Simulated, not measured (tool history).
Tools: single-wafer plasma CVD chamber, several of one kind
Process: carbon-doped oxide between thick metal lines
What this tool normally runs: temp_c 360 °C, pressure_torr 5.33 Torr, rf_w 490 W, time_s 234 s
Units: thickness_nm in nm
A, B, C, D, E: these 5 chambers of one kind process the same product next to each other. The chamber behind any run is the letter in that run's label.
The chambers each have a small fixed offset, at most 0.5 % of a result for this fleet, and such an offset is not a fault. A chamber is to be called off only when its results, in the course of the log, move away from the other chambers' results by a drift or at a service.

run	day	temp_c	pressure_torr	rf_w	time_s	read-back reference wafer on the same gauge, thickness_nm	thickness_nm
1E	0.154	360	5.33	490	234	950.24	1144.6
2B	0.342	360	5.33	490	234	950.23	1149.9
3D	0.633	360	5.33	490	234	950.23	1142.1
4A	0.879	360	5.33	490	234	950.31	1141.7
5C	1.067	360	5.33	490	234	950.49	1142.9
6B	1.212	360	5.33	490	234	950.53	1150.1
7C	1.446	360	5.33	490	234	950.46	1142.2
8A	1.671	360	5.33	490	234	950.59	1141.3
9D	1.933	360	5.33	490	234	950.98	1144.7
10E	2.15	360	5.33	490	234	951.04	1145.3
11C	2.408	360	5.33	490	234	951.02	1145.4
12E	2.608	360	5.33	490	234	951.5	1143.5
13D	2.788	360	5.33	490	234	951.65	1145.4
14B	2.954	360	5.33	425	234	951.48	1047.9
# day 3.067: chamber E: capacitance manometer re-zeroed and calibrated
15A	3.225	360	5.33	425	234	951.41	1036.7
16A	3.367	360	5.33	425	234	951.51	1037.3
17E	3.562	360	5.33	425	234	951.87	1037.6
18B	3.804	360	5.33	425	234	951.91	1048.8
19C	4.108	366	5.33	490	234	952.23	1131.1
20D	4.371	366	5.33	490	234	951.99	1131.1
21A	4.638	366	5.33	490	234	952.05	1129.1
22E	4.896	366	5.33	490	234	952.16	1130.4
23D	5.217	366	5.33	490	234	952.44	1131.3
24B	5.396	360	5.33	490	234	952.58	1150.7
25C	5.662	360	5.33	490	234	952.41	1144.3
26C	5.929	360	5.33	490	234	952.91	1142.9
27E	6.167	360	5.33	490	218	952.7	1069.6
28B	6.408	360	5.33	490	218	952.84	1076.1
29D	6.575	360	5.33	490	218	952.99	1070.1
30A	6.829	360	5.33	490	218	952.83	1068.4
31B	7.079	360	5.33	490	218	953.43	1074.1
32A	7.308	360	5.33	490	234	953.32	1145.9
# day 7.354: chamber E: RF generator calibrated
33E	7.562	360	5.33	490	234	953.65	1147.3
34D	7.846	360	5.33	490	234	953.68	1147.7
35C	8.129	360	4.52	490	234	953.74	1119.4
36D	8.425	360	4.52	490	234	953.99	1118.3
37C	8.688	360	4.52	490	234	954.24	1117.1
38E	8.925	360	4.52	490	234	954.26	1119.4
39B	9.112	360	4.52	490	234	954.01	1126.5
40A	9.288	360	5.33	490	264	954.7	1290.8
41B	9.567	360	5.33	490	264	954.78	1301.4
42D	9.854	360	5.33	490	264	954.86	1295.6
43E	10.071	360	5.33	490	264	954.55	1294

Read the log: is a single chamber off, either drifting away or since a service, is the gauge that measures every chamber drifting, or is nothing wrong beyond small per-chamber offsets? Name any odd chamber and what most likely caused it.

None of the chambers is off. What moves is the gauge, dragging all their readings along together.
Most likely cause: gauge reads high (%) = 0.51.

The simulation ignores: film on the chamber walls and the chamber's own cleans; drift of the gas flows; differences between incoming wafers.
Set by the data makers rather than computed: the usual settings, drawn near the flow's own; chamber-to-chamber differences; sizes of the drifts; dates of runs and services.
